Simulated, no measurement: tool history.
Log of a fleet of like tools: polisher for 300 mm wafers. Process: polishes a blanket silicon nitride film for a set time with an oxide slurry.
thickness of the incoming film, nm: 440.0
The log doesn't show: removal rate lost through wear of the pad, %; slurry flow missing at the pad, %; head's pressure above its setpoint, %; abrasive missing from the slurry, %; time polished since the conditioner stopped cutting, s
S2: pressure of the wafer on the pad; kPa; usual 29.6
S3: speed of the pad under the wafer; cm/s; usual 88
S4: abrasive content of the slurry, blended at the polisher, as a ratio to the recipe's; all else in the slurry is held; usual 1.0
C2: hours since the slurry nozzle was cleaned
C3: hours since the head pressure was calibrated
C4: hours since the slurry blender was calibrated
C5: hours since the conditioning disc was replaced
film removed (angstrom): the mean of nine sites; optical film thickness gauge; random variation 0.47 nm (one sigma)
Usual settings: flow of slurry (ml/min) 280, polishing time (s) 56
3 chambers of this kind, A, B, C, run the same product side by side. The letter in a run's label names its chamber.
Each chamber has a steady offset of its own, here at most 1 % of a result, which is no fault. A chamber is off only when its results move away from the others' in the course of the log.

{"run": "1C", "hour": 3.3, "flow of slurry (ml/min)": 280, "S2": 29.6, "S3": 88, "S4": 1.0, "polishing time (s)": 56, "wafers polished on this pad": 392, "C2": 624.2, "C3": 127.6, "C4": 245.5, "C5": 382.3, "film removed (angstrom)": 465.17}
{"hour": 5.3, "done": "chamber B: worn pad replaced by a new one"}
{"run": "2A", "hour": 6.5, "flow of slurry (ml/min)": 280, "S2": 29.6, "S3": 88, "S4": 1.0, "polishing time (s)": 56, "wafers polished on this pad": 236, "C2": 276.1, "C3": 344.9, "C4": 57.0, "C5": 244.2, "film removed (angstrom)": 456.89}
{"run": "3B", "hour": 10.3, "flow of slurry (ml/min)": 280, "S2": 29.6, "S3": 88, "S4": 1.0, "polishing time (s)": 56, "wafers polished on this pad": 42, "C2": 716.5, "C3": 959.9, "C4": 292.0, "C5": 310.2, "film removed (angstrom)": 463.25}
{"hour": 11.0, "done": "chamber B: conditioning disc replaced and pad reconditioned"}
{"run": "4B", "hour": 14.7, "flow of slurry (ml/min)": 280, "S2": 29.6, "S3": 88, "S4": 1.0, "polishing time (s)": 56, "wafers polished on this pad": 79, "C2": 720.9, "C3": 964.3, "C4": 296.4, "C5": 3.8, "film removed (angstrom)": 467.54}
{"hour": 16.1, "done": "chamber C: slurry blender recalibrated"}
{"run": "5A", "hour": 18.6, "flow of slurry (ml/min)": 280, "S2": 29.6, "S3": 88, "S4": 1.0, "polishing time (s)": 56, "wafers polished on this pad": 337, "C2": 288.2, "C3": 357.0, "C4": 69.1, "C5": 256.3, "film removed (angstrom)": 474.46}
{"run": "6C", "hour": 21.8, "flow of slurry (ml/min)": 280, "S2": 29.6, "S3": 88, "S4": 1.0, "polishing time (s)": 56, "wafers polished on this pad": 546, "C2": 642.7, "C3": 146.1, "C4": 5.8, "C5": 400.8, "film removed (angstrom)": 461.62}
{"run": "7B", "hour": 25.2, "flow of slurry (ml/min)": 280, "S2": 29.6, "S3": 88, "S4": 1.0, "polishing time (s)": 56, "wafers polished on this pad": 166, "C2": 731.4, "C3": 974.8, "C4": 306.9, "C5": 14.3, "film removed (angstrom)": 454.65}
{"run": "8A", "hour": 28.9, "flow of slurry (ml/min)": 280, "S2": 29.6, "S3": 88, "S4": 1.0, "polishing time (s)": 56, "wafers polished on this pad": 423, "C2": 298.5, "C3": 367.3, "C4": 79.4, "C5": 266.6, "film removed (angstrom)": 467.85}
{"run": "9C", "hour": 31.5, "flow of slurry (ml/min)": 280, "S2": 29.6, "S3": 88, "S4": 1.0, "polishing time (s)": 56, "wafers polished on this pad": 627, "C2": 652.4, "C3": 155.8, "C4": 15.5, "C5": 410.5, "film removed (angstrom)": 454.94}
{"run": "10B", "hour": 36.1, "flow of slurry (ml/min)": 280, "S2": 29.6, "S3": 88, "S4": 1.0, "polishing time (s)": 56, "wafers polished on this pad": 257, "C2": 742.3, "C3": 985.7, "C4": 317.8, "C5": 25.2, "film removed (angstrom)": 466.96}
{"run": "11A", "hour": 38.5, "flow of slurry (ml/min)": 280, "S2": 29.6, "S3": 88, "S4": 1.0, "polishing time (s)": 56, "wafers polished on this pad": 503, "C2": 308.1, "C3": 376.9, "C4": 89.0, "C5": 276.2, "film removed (angstrom)": 477.85}
{"run": "12C", "hour": 42.1, "flow of slurry (ml/min)": 280, "S2": 29.6, "S3": 88, "S4": 1.0, "polishing time (s)": 56, "wafers polished on this pad": 716, "C2": 663.0, "C3": 166.4, "C4": 26.1, "C5": 421.1, "film removed (angstrom)": 456.6}
{"hour": 42.6, "done": "chamber C: worn pad replaced by a new one"}
{"run": "13B", "hour": 46.4, "flow of slurry (ml/min)": 280, "S2": 29.6, "S3": 88, "S4": 1.0, "polishing time (s)": 56, "wafers polished on this pad": 343, "C2": 752.6, "C3": 996.0, "C4": 328.1, "C5": 35.5, "film removed (angstrom)": 464.41}
{"run": "14C", "hour": 49.9, "flow of slurry (ml/min)": 280, "S2": 29.6, "S3": 88, "S4": 1.0, "polishing time (s)": 56, "wafers polished on this pad": 61, "C2": 670.8, "C3": 174.2, "C4": 33.9, "C5": 428.9, "film removed (angstrom)": 459.79}
{"hour": 51.8, "done": "chamber B: head pressure recalibrated"}
{"run": "15A", "hour": 52.9, "flow of slurry (ml/min)": 280, "S2": 29.6, "S3": 88, "S4": 1.0, "polishing time (s)": 56, "wafers polished on this pad": 623, "C2": 322.5, "C3": 391.3, "C4": 103.4, "C5": 290.6, "film removed (angstrom)": 470.86}
{"run": "16A", "hour": 56.3, "flow of slurry (ml/min)": 280, "S2": 22.8, "S3": 88, "S4": 1.0, "polishing time (s)": 56, "wafers polished on this pad": 652, "C2": 325.9, "C3": 394.7, "C4": 106.8, "C5": 294.0, "film removed (angstrom)": 358.11}
{"run": "17B", "hour": 59.7, "flow of slurry (ml/min)": 280, "S2": 22.8, "S3": 88, "S4": 1.0, "polishing time (s)": 56, "wafers polished on this pad": 454, "C2": 765.9, "C3": 8.0, "C4": 341.4, "C5": 48.8, "film removed (angstrom)": 394.98}
{"run": "18C", "hour": 62.3, "flow of slurry (ml/min)": 280, "S2": 22.8, "S3": 88, "S4": 1.0, "polishing time (s)": 56, "wafers polished on this pad": 164, "C2": 683.2, "C3": 186.6, "C4": 46.3, "C5": 441.3, "film removed (angstrom)": 347.52}
{"hour": 62.9, "done": "chamber B: slurry blender recalibrated"}
{"run": "19C", "hour": 65.0, "flow of slurry (ml/min)": 280, "S2": 29.6, "S3": 88, "S4": 1.0, "polishing time (s)": 56, "wafers polished on this pad": 187, "C2": 685.9, "C3": 189.3, "C4": 49.0, "C5": 444.0, "film removed (angstrom)": 465.59}
{"run": "20A", "hour": 68.3, "flow of slurry (ml/min)": 280, "S2": 29.6, "S3": 88, "S4": 1.0, "polishing time (s)": 56, "wafers polished on this pad": 752, "C2": 337.9, "C3": 406.7, "C4": 118.8, "C5": 306.0, "film removed (angstrom)": 472.39}
{"hour": 72.4, "done": "chamber A: slurry nozzle cleaned"}
{"run": "21B", "hour": 72.7, "flow of slurry (ml/min)": 280, "S2": 29.6, "S3": 88, "S4": 1.0, "polishing time (s)": 56, "wafers polished on this pad": 563, "C2": 778.9, "C3": 21.0, "C4": 9.8, "C5": 61.8, "film removed (angstrom)": 515.33}
{"hour": 74.5, "done": "chamber A: worn pad replaced by a new one"}
{"run": "22B", "hour": 76.9, "flow of slurry (ml/min)": 280, "S2": 29.6, "S3": 88, "S4": 1.0, "polishing time (s)": 56, "wafers polished on this pad": 598, "C2": 783.1, "C3": 25.2, "C4": 14.0, "C5": 66.0, "film removed (angstrom)": 519.85}
{"run": "23C", "hour": 81.1, "flow of slurry (ml/min)": 365, "S2": 29.6, "S3": 88, "S4": 1.0, "polishing time (s)": 56, "wafers polished on this pad": 321, "C2": 702.0, "C3": 205.4, "C4": 65.1, "C5": 460.1, "film removed (angstrom)": 475.75}
{"run": "24A", "hour": 84.1, "flow of slurry (ml/min)": 365, "S2": 29.6, "S3": 88, "S4": 1.0, "polishing time (s)": 56, "wafers polished on this pad": 80, "C2": 11.8, "C3": 422.5, "C4": 134.6, "C5": 321.8, "film removed (angstrom)": 482.59}
{"run": "25A", "hour": 87.6, "flow of slurry (ml/min)": 365, "S2": 29.6, "S3": 88, "S4": 1.0, "polishing time (s)": 56, "wafers polished on this pad": 109, "C2": 15.3, "C3": 426.0, "C4": 138.1, "C5": 325.3, "film removed (angstrom)": 481.42}
{"run": "26B", "hour": 91.8, "flow of slurry (ml/min)": 280, "S2": 29.6, "S3": 88, "S4": 1.0, "polishing time (s)": 56, "wafers polished on this pad": 722, "C2": 798.0, "C3": 40.1, "C4": 28.9, "C5": 80.9, "film removed (angstrom)": 507.98}
{"run": "27C", "hour": 94.6, "flow of slurry (ml/min)": 280, "S2": 29.6, "S3": 88, "S4": 1.0, "polishing time (s)": 56, "wafers polished on this pad": 434, "C2": 715.5, "C3": 218.9, "C4": 78.6, "C5": 473.6, "film removed (angstrom)": 458.08}
{"run": "28C", "hour": 98.1, "flow of slurry (ml/min)": 280, "S2": 29.6, "S3": 88, "S4": 1.0, "polishing time (s)": 56, "wafers polished on this pad": 463, "C2": 719.0, "C3": 222.4, "C4": 82.1, "C5": 477.1, "film removed (angstrom)": 462.72}
{"hour": 98.2, "done": "chamber A: slurry blender recalibrated"}
{"run": "29B", "hour": 100.3, "flow of slurry (ml/min)": 280, "S2": 29.6, "S3": 88, "S4": 1.0, "polishing time (s)": 56, "wafers polished on this pad": 793, "C2": 806.5, "C3": 48.6, "C4": 37.4, "C5": 89.4, "film removed (angstrom)": 511.6}
{"run": "30A", "hour": 102.5, "flow of slurry (ml/min)": 280, "S2": 29.6, "S3": 88, "S4": 1.0, "polishing time (s)": 56, "wafers polished on this pad": 234, "C2": 30.2, "C3": 440.9, "C4": 4.4, "C5": 340.2, "film removed (angstrom)": 467.65}
{"hour": 102.8, "done": "chamber B: slurry nozzle cleaned"}
{"run": "31C", "hour": 106.7, "flow of slurry (ml/min)": 280, "S2": 29.6, "S3": 70, "S4": 1.0, "polishing time (s)": 56, "wafers polished on this pad": 535, "C2": 727.6, "C3": 231.0, "C4": 90.7, "C5": 485.7, "film removed (angstrom)": 383.01}
{"run": "32A", "hour": 110.5, "flow of slurry (ml/min)": 280, "S2": 29.6, "S3": 70, "S4": 1.0, "polishing time (s)": 56, "wafers polished on this pad": 301, "C2": 38.2, "C3": 448.9, "C4": 12.4, "C5": 348.2, "film removed (angstrom)": 389.8}
{"run": "33B", "hour": 114.6, "flow of slurry (ml/min)": 280, "S2": 29.6, "S3": 70, "S4": 1.0, "polishing time (s)": 56, "wafers polished on this pad": 913, "C2": 11.9, "C3": 62.9, "C4": 51.7, "C5": 103.7, "film removed (angstrom)": 427.82}
{"run": "34B", "hour": 117.9, "flow of slurry (ml/min)": 280, "S2": 29.6, "S3": 88, "S4": 1.0, "polishing time (s)": 56, "wafers polished on this pad": 940, "C2": 15.2, "C3": 66.2, "C4": 55.0, "C5": 107.0, "film removed (angstrom)": 511.34}
{"run": "35C", "hour": 121.0, "flow of slurry (ml/min)": 280, "S2": 29.6, "S3": 88, "S4": 1.0, "polishing time (s)": 56, "wafers polished on this pad": 654, "C2": 741.9, "C3": 245.3, "C4": 105.0, "C5": 500.0, "film removed (angstrom)": 458.23}
{"hour": 123.0, "done": "chamber C: worn pad replaced by a new one"}
{"run": "36A", "hour": 123.2, "flow of slurry (ml/min)": 280, "S2": 29.6, "S3": 88, "S4": 1.0, "polishing time (s)": 65, "wafers polished on this pad": 407, "C2": 50.9, "C3": 461.6, "C4": 25.1, "C5": 360.9, "film removed (angstrom)": 539.34}
{"run": "37C", "hour": 126.3, "flow of slurry (ml/min)": 280, "S2": 29.6, "S3": 88, "S4": 1.0, "polishing time (s)": 65, "wafers polished on this pad": 28, "C2": 747.2, "C3": 250.6, "C4": 110.3, "C5": 505.3, "film removed (angstrom)": 543.59}
{"run": "38A", "hour": 128.4, "flow of slurry (ml/min)": 280, "S2": 29.6, "S3": 88, "S4": 1.0, "polishing time (s)": 65, "wafers polished on this pad": 450, "C2": 56.1, "C3": 466.8, "C4": 30.3, "C5": 366.1, "film removed (angstrom)": 538.53}
{"run": "39B", "hour": 131.0, "flow of slurry (ml/min)": 330, "S2": 29.6, "S3": 88, "S4": 1.0, "polishing time (s)": 56, "wafers polished on this pad": 1050, "C2": 28.3, "C3": 79.3, "C4": 68.1, "C5": 120.1, "film removed (angstrom)": 521.26}
{"run": "40C", "hour": 133.9, "flow of slurry (ml/min)": 330, "S2": 29.6, "S3": 88, "S4": 1.0, "polishing time (s)": 56, "wafers polished on this pad": 91, "C2": 754.8, "C3": 258.2, "C4": 117.9, "C5": 512.9, "film removed (angstrom)": 468.73}

All 3 chambers run these settings next. Forecast each chamber's results:
{"run": "41A", "hour": 137.2, "flow of slurry (ml/min)": 280, "S2": 29.6, "S3": 88, "S4": 0.9, "polishing time (s)": 56, "film removed (angstrom)": "?"}
{"run": "41B", "hour": 137.2, "flow of slurry (ml/min)": 280, "S2": 29.6, "S3": 88, "S4": 0.9, "polishing time (s)": 56, "film removed (angstrom)": "?"}
{"run": "41C", "hour": 137.2, "flow of slurry (ml/min)": 280, "S2": 29.6, "S3": 88, "S4": 0.9, "polishing time (s)": 56, "film removed (angstrom)": "?"}

run=41A film_removed_(angstrom)=447.54
run=41B film_removed_(angstrom)=486.98
run=41C film_removed_(angstrom)=441.92
